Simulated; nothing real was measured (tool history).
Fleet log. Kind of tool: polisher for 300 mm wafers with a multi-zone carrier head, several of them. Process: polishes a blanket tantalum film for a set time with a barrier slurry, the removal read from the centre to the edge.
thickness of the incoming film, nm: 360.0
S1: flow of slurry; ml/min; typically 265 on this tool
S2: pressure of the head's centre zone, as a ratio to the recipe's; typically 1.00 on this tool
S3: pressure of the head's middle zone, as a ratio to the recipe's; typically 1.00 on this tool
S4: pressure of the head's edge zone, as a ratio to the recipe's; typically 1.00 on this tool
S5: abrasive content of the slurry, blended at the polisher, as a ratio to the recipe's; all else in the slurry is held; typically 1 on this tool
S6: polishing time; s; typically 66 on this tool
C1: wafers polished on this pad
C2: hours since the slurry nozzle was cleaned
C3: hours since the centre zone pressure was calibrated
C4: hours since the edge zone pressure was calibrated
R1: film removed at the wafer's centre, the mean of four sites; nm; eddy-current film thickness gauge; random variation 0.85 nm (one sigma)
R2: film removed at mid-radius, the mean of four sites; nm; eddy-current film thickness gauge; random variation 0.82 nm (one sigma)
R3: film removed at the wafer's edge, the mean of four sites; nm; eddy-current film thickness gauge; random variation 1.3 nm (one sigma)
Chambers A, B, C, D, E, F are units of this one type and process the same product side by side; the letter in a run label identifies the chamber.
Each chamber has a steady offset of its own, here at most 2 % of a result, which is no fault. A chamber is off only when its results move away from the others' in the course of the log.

run,day,S1,S2,S3,S4,S5,S6,C1,C2,C3,C4,R1,R2,R3
# day 0.025: chamber B: worn pad replaced by a new one
1C,0.233,265,1.00,1.00,1.00,1,66,1028,156.6,141.0,487.4,100.310,99.885,99.850
2E,0.367,265,1.00,1.00,1.00,1,66,589,18.2,176.3,389.9,99.031,99.559,100.310
3D,0.512,265,1.00,1.00,1.00,1,66,537,172.5,160.9,491.9,100.150,99.483,100.320
4B,0.742,265,1.00,1.00,1.00,1,66,148,61.2,19.7,508.8,99.851,101.140,97.880
5F,0.958,265,1.00,1.00,1.00,1,66,460,443.2,599.9,315.4,99.286,100.100,98.528
6A,1.079,265,1.00,1.00,1.00,1,66,593,190.5,140.8,528.2,100.800,99.344,100.440
7B,1.225,265,1.00,1.00,1.00,1,66,248,72.8,31.3,520.4,100.890,99.508,101.180
8D,1.362,265,1.00,1.00,1.00,1,66,712,192.9,181.3,512.3,99.689,99.334,100.800
# day 1.467: chamber D: worn pad replaced by a new one
9F,1.521,265,1.00,1.00,1.00,1,66,576,456.7,613.4,328.9,99.478,99.822,98.008
10C,1.662,265,1.00,1.00,1.00,1,66,1323,190.9,175.3,521.7,101.180,100.350,101.760
11E,1.842,265,1.00,1.00,1.00,1,66,893,53.6,211.7,425.3,100.440,100.580,101.840
# day 1.929: chamber F: worn pad replaced by a new one
12A,1.958,265,1.00,1.00,1.00,1,66,774,211.6,161.9,549.3,99.686,99.510,101.890
13E,2.125,265,1.00,1.00,1.00,1,66,952,60.4,218.5,432.1,99.619,97.614,100.430
# day 2.229: chamber A: worn pad replaced by a new one
14A,2.317,265,1.00,1.00,1.00,1,66,18,220.2,170.5,557.9,99.002,99.368,101.630
# day 2.512: chamber C: worn pad replaced by a new one
15D,2.533,265,1.00,1.00,1.00,1,66,220,221.0,209.4,540.4,99.389,98.531,101.370
16C,2.779,265,1.00,1.00,1.00,1,66,55,217.7,202.1,548.5,100.230,98.844,99.183
# day 3.017: chamber B: worn pad replaced by a new one
17F,3.038,265,1.00,1.00,1.00,1,66,229,493.1,649.8,365.3,98.526,97.577,100.600
18B,3.267,265,1.00,1.00,1.00,1,66,52,121.8,80.3,569.4,100.810,101.710,97.921
# day 3.483: chamber C: slurry nozzle cleaned
19E,3.483,265,1.05,0.91,1.00,1,66,1232,93.0,251.1,464.7,104.520,92.327,99.786
20D,3.725,265,1.05,0.91,1.00,1,66,466,249.6,238.0,569.0,104.860,90.025,101.130
21C,3.850,265,1.05,0.91,1.00,1,66,276,8.9,227.8,574.2,105.840,91.864,99.517
22B,4.038,265,1.05,0.91,1.00,1,66,211,140.3,98.8,587.9,105.240,91.982,99.835
23A,4.188,265,1.05,0.91,1.00,1,66,404,265.1,215.4,602.8,106.580,91.706,104.220
24F,4.371,265,1.05,0.91,1.00,1,66,504,525.1,681.8,397.3,102.010,87.797,97.896
# day 4.529: chamber D: worn pad replaced by a new one
25B,4.558,265,1.00,1.00,1.00,1,66,318,152.8,111.3,600.4,101.350,99.475,100.930
26A,4.704,265,1.00,1.00,1.00,1,66,511,277.5,227.8,615.2,99.089,99.775,101.360
# day 4.771: chamber E: worn pad replaced by a new one
27E,4.967,265,1.00,1.00,1.00,1,66,40,128.6,286.7,500.3,99.349,100.330,97.364
# day 5.117: chamber F: worn pad replaced by a new one
28C,5.150,265,1.00,1.00,1.00,1,66,544,40.1,259.0,605.4,101.210,99.020,101.450
29F,5.342,265,1.00,1.09,1.00,1,66,46,548.4,705.1,420.6,95.110,105.560,96.429
# day 5.400: chamber D: slurry nozzle cleaned
30D,5.567,265,1.00,1.09,1.00,1,66,214,4.0,282.2,613.2,100.100,108.480,98.228
# day 5.679: chamber B: slurry nozzle cleaned
31A,5.792,265,1.00,1.09,1.00,1,66,735,303.6,253.9,641.3,100.500,108.030,100.610
# day 6.029: chamber B: worn pad replaced by a new one
32E,6.054,265,1.00,1.09,1.00,1,66,265,154.7,312.8,526.4,99.310,107.180,100.770
33D,6.304,265,1.00,1.09,1.00,1,66,366,21.7,299.9,630.9,98.650,107.190,98.771
34B,6.462,265,1.00,1.09,1.00,1,66,89,18.9,157.0,646.1,99.741,109.790,96.224
35F,6.579,265,1.00,1.00,1.00,1,66,302,578.1,734.8,450.3,95.120,96.678,96.971
# day 6.788: chamber A: worn pad replaced by a new one
36C,6.792,265,1.00,1.00,1.00,1,66,883,79.5,298.4,644.8,101.070,99.105,97.742
37D,7.004,265,1.00,1.00,1.00,1,66,511,38.5,316.7,647.7,99.545,99.463,99.472
38B,7.129,200,1.00,1.00,1.05,1,66,227,34.9,173.0,662.1,95.936,97.403,98.611
39A,7.254,200,1.00,1.00,1.05,1,66,97,338.7,289.0,676.4,96.436,96.992,100.400
40F,7.446,200,1.00,1.00,1.05,1,66,481,598.9,755.6,471.1,88.610,90.542,95.043

Is one chamber out of step, is the gauge drifting, or do the chambers differ by no more than their own small offsets? For an off chamber, give its letter and the likeliest cause.

Little by little, chamber F moves away from the other chambers.
Cause: slurry flow missing at the pad, % = 34.4.

Chamber F could run next with any of the 4 candidate recipes listed below; each alters the usual settings, and their results appear as question marks. Which one brings its results back in line with what the other chambers deliver on the usual settings?
In-line tolerance around the mean of the other chambers on the usual settings: R1 3.000 nm; R2 2.900 nm; R3 4.600 nm
41F-1,7.633,260,0.98,1.00,1.01,1,63,,,,,?,?,?
41F-2,7.633,270,1.02,1.00,0.99,1,69,,,,,?,?,?
41F-3,7.633,265,1.00,1.00,1.00,1,67,,,,,?,?,?
41F-4,7.633,265,1.00,1.00,1.00,1,65,,,,,?,?,?

Usual-settings mean across the other chambers: R1 100.000 nm; R2 99.792 nm; R3 100.200 nm
run,R1,R2,R3
41F-1,87.006,89.165,91.763
41F-2,100.330,98.249,99.918
41F-3,94.974,95.119,97.311
41F-4,92.139,92.280,94.406
41F-2 is the one that brings the chamber's results back in line with the other chambers.

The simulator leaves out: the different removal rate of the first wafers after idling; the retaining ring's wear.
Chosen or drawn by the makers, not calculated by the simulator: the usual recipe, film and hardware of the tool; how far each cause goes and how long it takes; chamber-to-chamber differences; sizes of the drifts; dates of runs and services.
